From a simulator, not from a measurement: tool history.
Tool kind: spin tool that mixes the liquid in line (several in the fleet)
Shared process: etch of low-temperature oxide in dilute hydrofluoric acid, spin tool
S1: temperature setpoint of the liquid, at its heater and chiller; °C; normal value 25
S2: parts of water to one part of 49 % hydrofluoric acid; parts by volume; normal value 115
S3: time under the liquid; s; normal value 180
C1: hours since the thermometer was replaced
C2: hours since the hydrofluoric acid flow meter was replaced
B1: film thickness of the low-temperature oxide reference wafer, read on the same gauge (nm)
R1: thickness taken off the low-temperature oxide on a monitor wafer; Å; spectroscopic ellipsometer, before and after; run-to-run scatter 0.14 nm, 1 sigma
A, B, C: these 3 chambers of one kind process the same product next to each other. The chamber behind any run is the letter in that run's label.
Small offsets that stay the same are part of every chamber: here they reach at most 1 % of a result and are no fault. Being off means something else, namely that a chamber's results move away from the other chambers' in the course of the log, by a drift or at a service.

run,hour,S1,S2,S3,C1,C2,B1,R1
1B,7.8,25,115,180,30.8,2401.6,90.003,169.680
2C,18.0,25,115,180,1230.4,1414.8,90.007,169.940
3A,29.7,25,115,180,601.5,489.8,89.992,169.270
4A,44.5,25,115,180,616.3,504.6,90.026,170.370
5B,53.0,25,115,180,76.0,2446.8,89.991,171.810
6C,67.8,25,115,180,1280.2,1464.6,90.014,172.700
7C,79.6,25,115,180,1292.0,1476.4,90.011,170.290
8B,89.5,25,115,180,112.5,2483.3,90.008,170.280
9A,103.4,25,115,180,675.2,563.5,89.984,169.720
10C,110.6,25,115,180,1323.0,1507.4,90.011,169.740
11A,117.2,25,95,285,689.0,577.3,89.995,329.030
# hour 127.7: chamber A: thermometer replaced
12B,132.3,25,95,285,155.3,2526.1,90.043,331.350
# hour 146.1: chamber B: hydrofluoric acid flow meter replaced
13A,146.2,25,95,285,18.5,606.3,89.987,331.270
14B,155.7,25,115,180,178.7,9.7,90.023,168.760
# hour 163.3: chamber C: thermometer replaced
15C,170.8,25,115,180,7.5,1567.6,90.018,163.160
16A,183.1,25,115,180,55.4,643.2,89.997,167.110
17B,194.0,25,115,180,217.0,48.0,89.991,167.940
18C,201.5,25,115,180,38.2,1598.3,89.979,160.990
19A,215.8,25,115,180,88.1,675.9,90.038,171.470
20B,229.1,25,115,180,252.1,83.1,89.981,171.800
21C,243.1,25,115,180,79.8,1639.9,89.973,158.270

Is one chamber out of step, is the gauge drifting, or do the chambers differ by no more than their own small offsets? For an off chamber, give its letter and the likeliest cause.

One chamber, C, drifts off from the rest bit by bit.
Likeliest cause: hydrofluoric acid flow below the setpoint (%) = 6.95.

Which of the 4 candidates below, each the usual settings with something changed and its results left as question marks, puts chamber C back in line with what the other chambers give on the usual settings?
Counts as in line when no further than this from what the other chambers average on the usual settings: R1 4.900 Å
22C-1,254.1,28.5,115,180,,,,?
22C-2,254.1,24.5,115,160,,,,?
22C-3,254.1,25.0,115,165,,,,?
22C-4,254.1,25.0,115,195,,,,?

Other chambers, usual settings, mean: R1 170.220 Å
run,R1
22C-1,179.530
22C-2,136.920
22C-3,143.950
22C-4,170.130
22C-4 puts the chamber back in line with the other chambers.
